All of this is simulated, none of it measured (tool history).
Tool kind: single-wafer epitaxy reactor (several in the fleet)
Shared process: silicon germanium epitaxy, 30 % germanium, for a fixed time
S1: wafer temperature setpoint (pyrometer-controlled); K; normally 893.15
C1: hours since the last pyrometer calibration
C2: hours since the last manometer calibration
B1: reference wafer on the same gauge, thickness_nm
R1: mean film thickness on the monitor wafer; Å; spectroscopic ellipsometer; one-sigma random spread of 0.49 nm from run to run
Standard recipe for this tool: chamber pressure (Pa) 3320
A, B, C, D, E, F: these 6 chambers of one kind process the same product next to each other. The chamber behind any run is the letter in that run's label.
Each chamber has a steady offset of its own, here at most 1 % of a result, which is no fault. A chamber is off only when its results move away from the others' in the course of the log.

run 1A hour=8 | S1=893.15 chamber_pressure_(Pa)=3320 | C1=602.5 C2=1925.7 | B1=96.498 | R1=918.48
run 2C hour=16.1 | S1=893.15 chamber_pressure_(Pa)=3320 | C1=1456.6 C2=1577.4 | B1=96.517 | R1=914.57
run 3B hour=26.2 | S1=893.15 chamber_pressure_(Pa)=3320 | C1=81.7 C2=2982.4 | B1=96.486 | R1=911.96
run 4F hour=34.1 | S1=893.15 chamber_pressure_(Pa)=3320 | C1=715.7 C2=1443.1 | B1=96.533 | R1=908.38
-- hour=36.5 chamber D: capacitance manometer re-zeroed and calibrated
run 5E hour=41.1 | S1=893.15 chamber_pressure_(Pa)=4013 | C1=1492.4 C2=710.4 | B1=96.469 | R1=997.96
run 6D hour=49.9 | S1=893.15 chamber_pressure_(Pa)=4013 | C1=131.7 C2=13.4 | B1=96.478 | R1=1005.7
run 7F hour=58.6 | S1=893.15 chamber_pressure_(Pa)=4013 | C1=740.2 C2=1467.6 | B1=96.479 | R1=979.06
run 8E hour=65.4 | S1=893.15 chamber_pressure_(Pa)=4013 | C1=1516.7 C2=734.7 | B1=96.519 | R1=982.4
run 9B hour=76.2 | S1=893.15 chamber_pressure_(Pa)=4013 | C1=131.7 C2=3032.4 | B1=96.549 | R1=1001.1
run 10C hour=85.8 | S1=893.15 chamber_pressure_(Pa)=4013 | C1=1526.3 C2=1647.1 | B1=96.41 | R1=983.22
run 11A hour=93.3 | S1=893.15 chamber_pressure_(Pa)=3320 | C1=687.8 C2=2011 | B1=96.616 | R1=924.99
run 12D hour=102.6 | S1=880.15 chamber_pressure_(Pa)=2826 | C1=184.4 C2=66.1 | B1=96.454 | R1=692.72
run 13C hour=110.1 | S1=880.15 chamber_pressure_(Pa)=2826 | C1=1550.6 C2=1671.4 | B1=96.584 | R1=685.76
run 14F hour=120.5 | S1=880.15 chamber_pressure_(Pa)=2826 | C1=802.1 C2=1529.5 | B1=96.515 | R1=675.54
run 15A hour=128 | S1=880.15 chamber_pressure_(Pa)=2826 | C1=722.5 C2=2045.7 | B1=96.586 | R1=683.91
run 16E hour=139 | S1=880.15 chamber_pressure_(Pa)=2826 | C1=1590.3 C2=808.3 | B1=96.436 | R1=678.95
run 17B hour=147.7 | S1=880.15 chamber_pressure_(Pa)=2826 | C1=203.2 C2=3103.9 | B1=96.371 | R1=683.81
run 18D hour=156.9 | S1=893.15 chamber_pressure_(Pa)=3320 | C1=238.7 C2=120.4 | B1=96.575 | R1=926.36
run 19F hour=167.6 | S1=893.15 chamber_pressure_(Pa)=3320 | C1=849.2 C2=1576.6 | B1=96.358 | R1=916.31
-- hour=175.9 chamber E: pyrometer calibrated
run 20A hour=177.9 | S1=893.15 chamber_pressure_(Pa)=3320 | C1=772.4 C2=2095.6 | B1=96.429 | R1=923.66
run 21C hour=185 | S1=893.15 chamber_pressure_(Pa)=3320 | C1=1625.5 C2=1746.3 | B1=96.487 | R1=911.83
-- hour=189.9 chamber B: capacitance manometer re-zeroed and calibrated
run 22B hour=194.6 | S1=893.15 chamber_pressure_(Pa)=3320 | C1=250.1 C2=4.7 | B1=96.537 | R1=924.73
run 23D hour=200.8 | S1=903.15 chamber_pressure_(Pa)=3960 | C1=282.6 C2=164.3 | B1=96.676 | R1=1186.5
run 24E hour=208.5 | S1=903.15 chamber_pressure_(Pa)=3960 | C1=32.6 C2=877.8 | B1=96.498 | R1=1124.8
run 25D hour=217 | S1=903.15 chamber_pressure_(Pa)=3960 | C1=298.8 C2=180.5 | B1=96.389 | R1=1186.3
run 26A hour=227.7 | S1=903.15 chamber_pressure_(Pa)=3960 | C1=822.2 C2=2145.4 | B1=96.585 | R1=1179.7
run 27E hour=240.2 | S1=903.15 chamber_pressure_(Pa)=3960 | C1=64.3 C2=909.5 | B1=96.514 | R1=1117.8
run 28B hour=250.7 | S1=903.15 chamber_pressure_(Pa)=3960 | C1=306.2 C2=60.8 | B1=96.498 | R1=1168.3
run 29F hour=262.2 | S1=900.15 chamber_pressure_(Pa)=2680 | C1=943.8 C2=1671.2 | B1=96.567 | R1=949.04
run 30C hour=273.8 | S1=900.15 chamber_pressure_(Pa)=2680 | C1=1714.3 C2=1835.1 | B1=96.363 | R1=945.81
run 31C hour=279.3 | S1=900.15 chamber_pressure_(Pa)=2680 | C1=1719.8 C2=1840.6 | B1=96.48 | R1=952.66
run 32E hour=284.8 | S1=900.15 chamber_pressure_(Pa)=2680 | C1=108.9 C2=954.1 | B1=96.41 | R1=907.16
run 33D hour=296.9 | S1=900.15 chamber_pressure_(Pa)=2680 | C1=378.7 C2=260.4 | B1=96.393 | R1=968.74
run 34F hour=302.6 | S1=900.15 chamber_pressure_(Pa)=2680 | C1=984.2 C2=1711.6 | B1=96.547 | R1=945.43
run 35B hour=311.5 | S1=893.15 chamber_pressure_(Pa)=3320 | C1=367 C2=121.6 | B1=96.5 | R1=923.73
run 36A hour=318.3 | S1=893.15 chamber_pressure_(Pa)=3320 | C1=912.8 C2=2236 | B1=96.621 | R1=925.11
run 37A hour=326.9 | S1=893.15 chamber_pressure_(Pa)=3320 | C1=921.4 C2=2244.6 | B1=96.435 | R1=922.21
run 38C hour=337.9 | S1=893.15 chamber_pressure_(Pa)=3320 | C1=1778.4 C2=1899.2 | B1=96.569 | R1=915.51
run 39B hour=345.6 | S1=893.15 chamber_pressure_(Pa)=3320 | C1=401.1 C2=155.7 | B1=96.456 | R1=922.63
run 40E hour=355.8 | S1=893.15 chamber_pressure_(Pa)=3320 | C1=179.9 C2=1025.1 | B1=96.542 | R1=878.11
run 41D hour=365.3 | S1=893.15 chamber_pressure_(Pa)=3320 | C1=447.1 C2=328.8 | B1=96.491 | R1=926.84
run 42F hour=377 | S1=893.15 chamber_pressure_(Pa)=3320 | C1=1058.6 C2=1786 | B1=96.436 | R1=915.17

All 6 chambers run these settings next. Forecast each chamber's results:
run 43A hour=386 | S1=893.15 chamber_pressure_(Pa)=3320 | R1=?
run 43B hour=386 | S1=893.15 chamber_pressure_(Pa)=3320 | R1=?
run 43C hour=386 | S1=893.15 chamber_pressure_(Pa)=3320 | R1=?
run 43D hour=386 | S1=893.15 chamber_pressure_(Pa)=3320 | R1=?
run 43E hour=386 | S1=893.15 chamber_pressure_(Pa)=3320 | R1=?
run 43F hour=386 | S1=893.15 chamber_pressure_(Pa)=3320 | R1=?

run=43A R1=924.32
run=43B R1=916.48
run=43C R1=907.63
run=43D R1=926.78
run=43E R1=877.78
run=43F R1=913.11
